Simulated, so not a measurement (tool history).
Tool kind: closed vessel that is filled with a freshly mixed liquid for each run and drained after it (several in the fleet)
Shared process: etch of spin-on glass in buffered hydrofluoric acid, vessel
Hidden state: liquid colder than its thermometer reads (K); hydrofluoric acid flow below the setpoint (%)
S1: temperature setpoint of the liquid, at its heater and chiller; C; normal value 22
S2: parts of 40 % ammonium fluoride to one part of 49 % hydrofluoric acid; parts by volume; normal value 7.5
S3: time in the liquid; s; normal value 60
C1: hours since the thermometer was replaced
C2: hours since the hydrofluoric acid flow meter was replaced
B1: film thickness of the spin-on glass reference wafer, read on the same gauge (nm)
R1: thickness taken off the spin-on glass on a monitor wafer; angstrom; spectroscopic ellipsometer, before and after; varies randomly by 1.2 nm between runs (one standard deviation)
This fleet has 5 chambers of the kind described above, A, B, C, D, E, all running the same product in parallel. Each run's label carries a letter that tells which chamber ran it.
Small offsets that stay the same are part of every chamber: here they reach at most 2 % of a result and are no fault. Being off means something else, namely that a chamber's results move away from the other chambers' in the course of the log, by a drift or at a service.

| run | hour | S1 | S2 | S3 | C1 | C2 | B1 | R1 |
|---|---|---|---|---|---|---|---|---|
| 1B | 15.8 | 22 | 7.5 | 60 | 1386.7 | 192.3 | 150.02 | 1947.1 |
| 2C | 30.5 | 22 | 7.5 | 60 | 292.7 | 1250.6 | 149.99 | 1960.4 |
| 3E | 41.4 | 22 | 7.5 | 60 | 1611.4 | 222.5 | 150.01 | 1950.7 |
| 4D | 53.8 | 22 | 7.5 | 60 | 649.5 | 554.4 | 149.97 | 1897.8 |
| 5A | 68 | 22 | 7.5 | 60 | 1010.4 | 423.9 | 149.99 | 1953.6 |
| 6A | 77.6 | 22 | 7.5 | 60 | 1020 | 433.5 | 150 | 1940.3 |
| 7E | 86.1 | 22 | 7.5 | 60 | 1656.1 | 267.2 | 150 | 1949.8 |
| 8B | 102.3 | 20 | 7.5 | 45 | 1473.2 | 278.8 | 150.04 | 1327.1 |
| 9C | 116.6 | 20 | 7.5 | 45 | 378.8 | 1336.7 | 150.02 | 1302.8 |
| 10D | 126.7 | 20 | 7.5 | 45 | 722.4 | 627.3 | 150.04 | 1276.1 |
| 11D | 142.5 | 20 | 7.5 | 45 | 738.2 | 643.1 | 149.93 | 1286.1 |
| 12A | 150 | 20 | 7.5 | 45 | 1092.4 | 505.9 | 150.02 | 1317.3 |
|  | 162.6 | chamber D: hydrofluoric acid flow meter replaced |
| 13B | 165.3 | 22 | 7.5 | 60 | 1536.2 | 341.8 | 150.04 | 1964.2 |
| 14C | 181.3 | 22 | 7.5 | 60 | 443.5 | 1401.4 | 150.04 | 1963.8 |
| 15E | 191.7 | 22 | 7.5 | 60 | 1761.7 | 372.8 | 150.01 | 1929.7 |
| 16B | 204.5 | 22 | 7.5 | 60 | 1575.4 | 381 | 149.97 | 1958.3 |
| 17D | 216.9 | 22 | 7.5 | 60 | 812.6 | 54.3 | 149.99 | 1924.7 |
| 18C | 228.8 | 22 | 7.5 | 60 | 491 | 1448.9 | 150.02 | 1944.3 |
| 19E | 240.9 | 22 | 7.5 | 60 | 1810.9 | 422 | 149.95 | 1956.6 |
| 20A | 248.2 | 24.5 | 7.5 | 60 | 1190.6 | 604.1 | 149.99 | 2241.6 |
| 21C | 255.3 | 24.5 | 7.5 | 60 | 517.5 | 1475.4 | 150.03 | 2243.7 |
| 22D | 268.5 | 24.5 | 7.5 | 60 | 864.2 | 105.9 | 149.99 | 2193.5 |
| 23A | 279.1 | 24.5 | 7.5 | 60 | 1221.5 | 635 | 150.02 | 2235.4 |
| 24B | 293.7 | 24.5 | 7.5 | 60 | 1664.6 | 470.2 | 149.98 | 2252 |
| 25E | 303.7 | 26.5 | 7.5 | 60 | 1873.7 | 484.8 | 150.02 | 2499.1 |
| 26A | 315.7 | 26.5 | 7.5 | 60 | 1258.1 | 671.6 | 149.99 | 2466.6 |
|  | 320.8 | chamber B: thermometer replaced |
| 27D | 332.1 | 26.5 | 7.5 | 60 | 927.8 | 169.5 | 150 | 2444.3 |
| 28B | 346.9 | 26.5 | 7.5 | 60 | 26.2 | 523.4 | 149.99 | 2523.8 |
| 29C | 362.1 | 26.5 | 7.5 | 60 | 624.3 | 1582.2 | 150.02 | 2506.2 |
| 30E | 369.4 | 22 | 7.5 | 60 | 1939.4 | 550.5 | 150 | 1931.3 |
| 31B | 382.6 | 22 | 7.5 | 60 | 61.9 | 559.1 | 150 | 1971.7 |
| 32C | 395.6 | 22 | 7.5 | 60 | 657.8 | 1615.7 | 150.05 | 1956.5 |
| 33A | 407.8 | 22 | 7.5 | 60 | 1350.2 | 763.7 | 150.02 | 1882 |
| 34D | 419 | 24.5 | 7.5 | 45 | 1014.7 | 256.4 | 150.01 | 1641.9 |
| 35E | 432.5 | 24.5 | 7.5 | 45 | 2002.5 | 613.6 | 149.97 | 1684.1 |
| 36D | 448.7 | 24.5 | 7.5 | 45 | 1044.4 | 286.1 | 150.06 | 1639.3 |
| 37E | 458 | 24.5 | 7.5 | 45 | 2028 | 639.1 | 149.97 | 1678 |
| 38A | 471.3 | 24.5 | 7.5 | 45 | 1413.7 | 827.2 | 150 | 1598.1 |
| 39B | 481.8 | 22 | 7.5 | 60 | 161.1 | 658.3 | 150.03 | 1975.6 |
| 40C | 496.4 | 19.5 | 7.5 | 60 | 758.6 | 1716.5 | 150.05 | 1701.9 |
| 41A | 512.7 | 19.5 | 7.5 | 60 | 1455.1 | 868.6 | 149.99 | 1589.3 |
| 42E | 528.5 | 19.5 | 7.5 | 60 | 2098.5 | 709.6 | 149.99 | 1712.7 |
| 43D | 540.1 | 19.5 | 7.5 | 60 | 1135.8 | 377.5 | 149.99 | 1644.8 |

Which is it: a chamber that has drifted or been left off by a service, a gauge drift common to all chambers, or only each chamber's usual small offset? If a chamber is off, name it and its likeliest cause.

Chamber A drifts away from the others.
Likeliest cause: hydrofluoric acid flow below the setpoint (%) = 7.39.
The log may not tell that from: liquid colder than its thermometer reads (K).

Chamber A could run next with any of the 4 candidate recipes listed below; each alters the usual settings, and their results appear as question marks. Which one brings its results back in line with what the other chambers deliver on the usual settings?
A result is in line if it is within this distance of the other chambers' mean on the usual settings: R1 41 angstrom
| 44A-1 | 552 | 22 | 8 | 60 |  |  |  | ? |
| 44A-2 | 552 | 22 | 7 | 60 |  |  |  | ? |
| 44A-3 | 552 | 24 | 7.5 | 60 |  |  |  | ? |
| 44A-4 | 552 | 21.5 | 7.5 | 55 |  |  |  | ? |

Average result of the remaining chambers running the usual settings: R1 1940.5 angstrom
| run | R1 |
|---|---|
| 44A-1 | 1684.9 |
| 44A-2 | 1942.8 |
| 44A-3 | 2017.7 |
| 44A-4 | 1608.6 |
It is 44A-2 that realigns the chamber with its peers.

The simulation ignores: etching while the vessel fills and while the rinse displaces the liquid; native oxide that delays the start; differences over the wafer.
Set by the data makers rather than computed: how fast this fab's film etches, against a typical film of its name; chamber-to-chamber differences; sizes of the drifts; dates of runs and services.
